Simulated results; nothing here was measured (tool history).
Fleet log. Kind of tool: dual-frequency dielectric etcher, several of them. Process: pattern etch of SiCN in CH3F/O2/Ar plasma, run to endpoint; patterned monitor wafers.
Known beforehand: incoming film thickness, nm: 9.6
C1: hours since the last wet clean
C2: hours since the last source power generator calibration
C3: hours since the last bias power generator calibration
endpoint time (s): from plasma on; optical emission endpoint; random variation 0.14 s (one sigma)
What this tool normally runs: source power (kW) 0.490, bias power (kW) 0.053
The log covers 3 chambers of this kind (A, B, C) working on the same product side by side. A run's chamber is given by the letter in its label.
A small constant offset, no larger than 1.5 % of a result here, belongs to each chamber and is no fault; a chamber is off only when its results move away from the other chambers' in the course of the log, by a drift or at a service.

Run 1B, hour 10.5: usual settings; C1 440.9; C2 1996.3; C3 1303.6. Result: endpoint time (s) 26.574.
Run 2C, hour 20.5: usual settings; C1 327.8; C2 4560.4; C3 396.2. Result: endpoint time (s) 25.852.
At hour 22.5: chamber A: source power generator calibrated.
Run 3A, hour 32.6: usual settings; C1 364.6; C2 10.1; C3 5067.5. Result: endpoint time (s) 26.518.
Run 4B, hour 39.0: usual settings; C1 469.4; C2 2024.8; C3 1332.1. Result: endpoint time (s) 26.668.
Run 5C, hour 51.3: usual settings; C1 358.6; C2 4591.2; C3 427.0. Result: endpoint time (s) 26.024.
Run 6A, hour 59.5: usual settings but source power (kW) 0.570, bias power (kW) 0.061; C1 391.5; C2 37.0; C3 5094.4. Result: endpoint time (s) 23.679.
Run 7A, hour 69.4: usual settings but source power (kW) 0.570, bias power (kW) 0.061; C1 401.4; C2 46.9; C3 5104.3. Result: endpoint time (s) 23.723.
At hour 78.0: chamber A: bias power generator calibrated.
Run 8C, hour 80.5: usual settings but source power (kW) 0.570, bias power (kW) 0.061; C1 387.8; C2 4620.4; C3 456.2. Result: endpoint time (s) 23.596.
Run 9B, hour 90.4: usual settings; C1 520.8; C2 2076.2; C3 1383.5. Result: endpoint time (s) 26.341.
Run 10A, hour 99.0: usual settings; C1 431.0; C2 76.5; C3 21.1. Result: endpoint time (s) 26.403.
Run 11B, hour 105.7: usual settings; C1 536.1; C2 2091.5; C3 1398.8. Result: endpoint time (s) 26.475.
At hour 115.7: chamber B: source power generator calibrated.
Run 12C, hour 119.4: usual settings; C1 426.7; C2 4659.3; C3 495.1. Result: endpoint time (s) 26.237.
Run 13C, hour 132.2: usual settings but source power (kW) 0.600, bias power (kW) 0.042; C1 439.5; C2 4672.1; C3 507.9. Result: endpoint time (s) 26.225.
Run 14B, hour 138.3: usual settings but source power (kW) 0.600, bias power (kW) 0.042; C1 568.7; C2 22.7; C3 1431.4. Result: endpoint time (s) 26.237.
Run 15A, hour 146.0: usual settings but source power (kW) 0.600, bias power (kW) 0.042; C1 478.0; C2 123.5; C3 68.1. Result: endpoint time (s) 26.247.
Run 16C, hour 152.1: usual settings; C1 459.4; C2 4692.0; C3 527.8. Result: endpoint time (s) 26.616.
Run 17A, hour 162.7: usual settings; C1 494.7; C2 140.2; C3 84.8. Result: endpoint time (s) 26.366.
Run 18B, hour 174.7: usual settings; C1 605.1; C2 59.1; C3 1467.8. Result: endpoint time (s) 26.471.
Run 19B, hour 183.3: usual settings; C1 613.7; C2 67.7; C3 1476.4. Result: endpoint time (s) 26.416.
Run 20C, hour 189.5: usual settings; C1 496.8; C2 4729.4; C3 565.2. Result: endpoint time (s) 26.645.
Run 21A, hour 200.8: usual settings; C1 532.8; C2 178.3; C3 122.9. Result: endpoint time (s) 26.303.
Run 22A, hour 213.5: usual settings; C1 545.5; C2 191.0; C3 135.6. Result: endpoint time (s) 26.375.
Run 23C, hour 221.8: usual settings; C1 529.1; C2 4761.7; C3 597.5. Result: endpoint time (s) 26.541.
At hour 224.1: chamber B: wet clean of the chamber.
At hour 228.7: chamber A: wet clean of the chamber.
Run 24B, hour 229.5: usual settings but source power (kW) 0.370, bias power (kW) 0.045; C1 5.5; C2 113.9; C3 1522.6. Result: endpoint time (s) 31.303.
Run 25C, hour 235.6: usual settings but source power (kW) 0.370, bias power (kW) 0.045; C1 542.9; C2 4775.5; C3 611.3. Result: endpoint time (s) 31.622.
Run 26B, hour 241.7: usual settings but source power (kW) 0.370, bias power (kW) 0.045; C1 17.7; C2 126.1; C3 1534.8. Result: endpoint time (s) 31.015.
Run 27A, hour 248.3: usual settings; C1 19.7; C2 225.8; C3 170.4. Result: endpoint time (s) 26.385.
Run 28C, hour 259.6: usual settings; C1 566.9; C2 4799.5; C3 635.3. Result: endpoint time (s) 26.638.
Run 29A, hour 272.6: usual settings; C1 44.0; C2 250.1; C3 194.7. Result: endpoint time (s) 26.488.
Run 30B, hour 285.2: usual settings; C1 61.2; C2 169.6; C3 1578.3. Result: endpoint time (s) 26.407.
Run 31A, hour 296.0: usual settings; C1 67.4; C2 273.5; C3 218.1. Result: endpoint time (s) 26.463.
Run 32B, hour 304.8: usual settings; C1 80.8; C2 189.2; C3 1597.9. Result: endpoint time (s) 26.597.
Run 33C, hour 311.9: usual settings; C1 619.2; C2 4851.8; C3 687.6. Result: endpoint time (s) 27.123.
Run 34B, hour 324.9: usual settings; C1 100.9; C2 209.3; C3 1618.0. Result: endpoint time (s) 26.501.
Run 35A, hour 336.8: usual settings; C1 108.2; C2 314.3; C3 258.9. Result: endpoint time (s) 26.382.
Run 36C, hour 345.0: usual settings; C1 652.3; C2 4884.9; C3 720.7. Result: endpoint time (s) 27.250.
Run 37B, hour 358.2: usual settings; C1 134.2; C2 242.6; C3 1651.3. Result: endpoint time (s) 26.316.
Run 38C, hour 366.0: usual settings; C1 673.3; C2 4905.9; C3 741.7. Result: endpoint time (s) 27.549.
At hour 373.7: chamber C: source power generator calibrated.
Run 39A, hour 376.5: usual settings but source power (kW) 0.550, bias power (kW) 0.062; C1 147.9; C2 354.0; C3 298.6. Result: endpoint time (s) 24.220.
Run 40B, hour 384.0: usual settings but source power (kW) 0.550, bias power (kW) 0.062; C1 160.0; C2 268.4; C3 1677.1. Result: endpoint time (s) 23.953.
Run 41C, hour 394.2: usual settings but source power (kW) 0.550, bias power (kW) 0.062; C1 701.5; C2 20.6; C3 769.9. Result: endpoint time (s) 24.655.
Run 42A, hour 400.8: usual settings; C1 172.2; C2 378.3; C3 322.9. Result: endpoint time (s) 26.508.

Does one chamber stand apart from the rest, does the shared gauge drift, or is all well apart from small per-chamber offsets? Give the chamber and the most likely cause, where there is one.

Little by little, chamber C moves away from the other chambers.
What lies behind it: etch rate under this chamber's usual, % = 5.18.

Which of the 4 candidates below, each the usual settings with something changed and its results left as question marks, puts chamber C back in line with what the other chambers give on the usual settings?
In line here means within this much of the mean the other chambers give on the usual settings: endpoint time (s) 0.480
Run 43C-1, hour 410.7: usual settings but source power (kW) 0.460, bias power (kW) 0.051. Result: endpoint time (s) ?.
Run 43C-2, hour 410.7: usual settings but source power (kW) 0.440, bias power (kW) 0.048. Result: endpoint time (s) ?.
Run 43C-3, hour 410.7: usual settings but source power (kW) 0.590. Result: endpoint time (s) ?.
Run 43C-4, hour 410.7: usual settings but bias power (kW) 0.059. Result: endpoint time (s) ?.

Average result of the remaining chambers running the usual settings: endpoint time (s) 26.449
  run  endpoint time (s)
43C-1             28.441
43C-2             29.514
43C-3             25.470
43C-4             26.448
43C-4 brings the chamber back in line.
